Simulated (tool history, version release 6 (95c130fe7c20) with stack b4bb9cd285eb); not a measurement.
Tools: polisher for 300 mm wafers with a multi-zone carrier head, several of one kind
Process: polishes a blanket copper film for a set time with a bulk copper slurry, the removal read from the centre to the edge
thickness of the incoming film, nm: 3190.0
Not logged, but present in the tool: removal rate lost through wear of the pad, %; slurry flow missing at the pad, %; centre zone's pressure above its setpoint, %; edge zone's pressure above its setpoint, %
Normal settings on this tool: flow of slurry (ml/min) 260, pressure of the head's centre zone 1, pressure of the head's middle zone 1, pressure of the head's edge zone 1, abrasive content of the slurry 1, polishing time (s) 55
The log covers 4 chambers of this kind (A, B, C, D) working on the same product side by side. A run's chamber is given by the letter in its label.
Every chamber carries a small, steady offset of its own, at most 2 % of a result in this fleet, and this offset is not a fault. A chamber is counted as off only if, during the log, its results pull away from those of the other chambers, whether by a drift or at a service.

run	hour	flow of slurry (ml/min)	pressure of the head's centre zone	pressure of the head's middle zone	pressure of the head's edge zone	abrasive content of the slurry	polishing time (s)	wafers polished on this pad	hours since the slurry nozzle was cleaned	hours since the centre zone pressure was calibrated	hours since the edge zone pressure was calibrated	film removed at the wafer's centre (Å)	film removed at mid-radius (Å)	film removed at the wafer's edge (Å)
1B	10	260	1	1	1	1	55	747	307.2	327.9	426.4	4694.9	4730.8	4848
# hour 13.1: chamber B: worn pad replaced by a new one
# hour 18: chamber A: worn pad replaced by a new one
2C	19.8	260	1	1	1	1	55	351	271.7	60	70.5	4757.2	4829.6	4699.4
3D	24.3	260	1	1	1	1	55	688	320.7	78.2	855.6	4762.8	4788.9	4793
4A	30.7	260	1	1	1	1	55	82	127.8	184.8	273.1	4745.9	4723.8	4742.2
5B	37.8	260	1	1	1	1	55	159	335	355.7	454.2	4725.4	4604.1	4940.7
# hour 45.2: chamber D: slurry nozzle cleaned
6D	46.4	260	1	1.09	1.05	1	55	830	1.2	100.3	877.7	4717.8	5168.1	4840.5
# hour 46.6: chamber C: slurry nozzle cleaned
7A	51.3	260	1	1.09	1.05	1	55	215	148.4	205.4	293.7	4875.5	5097.7	4833.9
8C	61.5	260	1	1.09	1.05	1	55	620	14.9	101.7	112.2	4706.3	5153.8	4848.6
9B	67.2	260	1	1.09	1.05	1	55	349	364.4	385.1	483.6	4777.2	5100.7	4970
10C	71.9	260	1	1	1	1	37	687	25.3	112.1	122.6	3184.7	3224.9	3041.9
11A	81.7	260	1	1	1	1	37	411	178.8	235.8	324.1	3230.1	3149	3165.7
# hour 88.5: chamber D: worn pad replaced by a new one
12D	88.6	260	1	1	1	1	37	0	43.4	142.5	919.9	3172.7	3217	3188.5
13C	94.4	260	1	1	1	1	37	832	47.8	134.6	145.1	3121.2	3145.2	3147
14B	99	260	1	1	1	1	42	554	396.2	416.9	515.4	3608.1	3551	3667.2
# hour 102: chamber A: edge zone pressure recalibrated
15D	103.9	260	1	1	1	1	42	99	58.7	157.8	935.2	3569.6	3692.3	3632.4
# hour 108.1: chamber B: slurry nozzle cleaned
16A	108.9	260	1	1	1	1	42	586	206	263	7	3651.9	3650.2	3655.8
17C	115.8	260	1	1	1	1	42	970	69.2	156	166.5	3551.6	3569.3	3464.1
18D	122	260	1	1	1	1	55	216	76.8	175.9	953.3	4703.5	4755.5	4806.6
19B	132.4	260	1	1	1	1	55	769	24.4	450.3	548.8	4738.7	4767.9	4804.4
# hour 139.4: chamber B: worn pad replaced by a new one
20A	142.2	260	1	1	1	1	55	801	239.3	296.3	40.3	4801.1	4774.5	4776.7
21C	147.3	260	1	1	1	1	55	1173	100.7	187.5	198	4606	4711	4586.6
22B	154.6	260	1	1	1	1	55	98	46.6	472.5	571	4805.1	4756.9	4899.8
# hour 161.6: chamber D: edge zone pressure recalibrated
23D	164.3	260	1	1	1	1	55	488	119.1	218.2	2.8	4632.4	4790.1	4785.1
24A	169	260	1	1	1	1	55	973	266.1	323.1	67.1	4758.9	4734.6	4784.8
25A	177.1	260	1	1	1	1	55	1026	274.2	331.2	75.2	4796.5	4754.3	4803.9
26C	186.1	260	1	1	1	1	55	1423	139.5	226.3	236.8	4556.4	4573.3	4625.3
# hour 187.4: chamber A: worn pad replaced by a new one
27B	193.2	260	1	1	1	1	55	347	85.2	511.1	609.6	4715.2	4725.3	4842
28D	199	260	1	1	1	1	55	712	153.8	252.9	37.5	4712.6	4704.7	4796.4
29D	206.5	260	1	1	1	1	55	760	161.3	260.4	45	4733.1	4783.8	4852.1
30B	214.4	260	1	1	1	1	55	483	106.4	532.3	630.8	4797.4	4698.9	4807.2
31C	222.4	260	1	1	1	1	55	1657	175.8	262.6	273.1	4460.5	4563.9	4508.8
32A	231.7	260	1	1	1	1	55	285	328.8	385.8	129.8	4795.2	4731.6	4751.4
33C	241.3	260	1	1	1	1	55	1779	194.7	281.5	292	4491.8	4433.8	4576.5
34D	247.6	260	1	1	1	1	55	1025	202.4	301.5	86.1	4668.1	4813.4	4616.6
# hour 249.4: chamber D: worn pad replaced by a new one
35B	253.9	260	1	1.06	1	1	55	738	145.9	571.8	670.3	4735.6	5009.7	4754
36A	261	260	1	1.06	1	1	55	474	358.1	415.1	159.1	4787.8	4915.5	4828.5
37D	267.3	260	1	1.06	1	1	55	115	222.1	321.2	105.8	4709.9	5049.3	4796.4

All chambers now run identical settings, listed one chamber a line with results as question marks. What results will each chamber show?
38A	274.8	260	1	1	1	1	55					?	?	?
38B	274.8	260	1	1	1	1	55					?	?	?
38C	274.8	260	1	1	1	1	55					?	?	?
38D	274.8	260	1	1	1	1	55					?	?	?

run	film removed at the wafer's centre (Å)	film removed at mid-radius (Å)	film removed at the wafer's edge (Å)
38A	4799.7	4756.9	4809.8
38B	4734.1	4679.3	4805.1
38C	4393.5	4484.1	4421.4
38D	4677.6	4784.1	4842.4
